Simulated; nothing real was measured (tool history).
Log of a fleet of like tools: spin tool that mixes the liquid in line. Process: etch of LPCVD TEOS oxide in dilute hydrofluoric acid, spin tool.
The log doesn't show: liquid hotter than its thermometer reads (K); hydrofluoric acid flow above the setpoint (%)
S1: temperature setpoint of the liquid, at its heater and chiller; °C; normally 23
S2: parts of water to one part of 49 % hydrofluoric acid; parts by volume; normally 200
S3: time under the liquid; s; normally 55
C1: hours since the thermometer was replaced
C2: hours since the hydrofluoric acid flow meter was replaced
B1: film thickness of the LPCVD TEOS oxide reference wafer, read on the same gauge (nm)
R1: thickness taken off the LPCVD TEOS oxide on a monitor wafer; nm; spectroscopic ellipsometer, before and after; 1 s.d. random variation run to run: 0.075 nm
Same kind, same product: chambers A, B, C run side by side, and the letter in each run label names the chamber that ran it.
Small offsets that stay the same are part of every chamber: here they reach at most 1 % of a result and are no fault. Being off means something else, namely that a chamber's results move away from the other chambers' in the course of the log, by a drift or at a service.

run   hour  S1   S2  S3      C1     C2      B1       R1
 1C   10.5  23  200  55   224.7  344.5  120.00  10.8150
 2A   23.4  23  200  55  1472.2  459.3  119.96  11.0870
 3B   33.6  23  200  55   714.2  176.5  120.00  11.1440
 4B   46.2  23  200  55   726.8  189.1  120.05  10.9750
 5C   57.8  23  200  55   272.0  391.8  120.01  10.9260
 6A   70.4  23  200  55  1519.2  506.3  120.03  11.0970
 7C   80.9  23  200  55   295.1  414.9  120.05  10.9740
 8B   88.6  23  200  55   769.2  231.5  119.97  11.1130
 9A   95.4  23  200  55  1544.2  531.3  120.01  11.1380
10B  108.4  23  200  55   789.0  251.3  120.01  11.1890
11C  119.9  23  200  55   334.1  453.9  120.04  10.9460
12A  129.6  23  200  55  1578.4  565.5  119.94  11.1450
13A  141.7  19  200  70  1590.5  577.6  120.05  12.0550
14C  153.8  19  200  70   368.0  487.8  120.00  12.0440
15B  166.8  19  200  70   847.4  309.7  119.99  12.1020
16A  178.0  23  200  55  1626.8  613.9  119.98  11.0950
17B  185.5  23  200  55   866.1  328.4  120.05  11.0910
18C  195.1  26  250  55   409.3  529.1  119.98   9.3532
19C  206.7  26  250  55   420.9  540.7  120.01   9.3907
20B  215.4  26  250  55   896.0  358.3  120.03   9.3273
21A  224.1  23  200  55  1672.9  660.0  120.01  11.0260
22B  232.4  23  200  55   913.0  375.3  119.98  10.9620

The same settings go to every chamber for the next run, one line per chamber below. Forecast the results for each:
23A  242.4  23  200  55               ?
23B  242.4  23  200  55               ?
23C  242.4  23  200  55               ?

run       R1
23A  11.0840
23B  11.0650
23C  10.9310
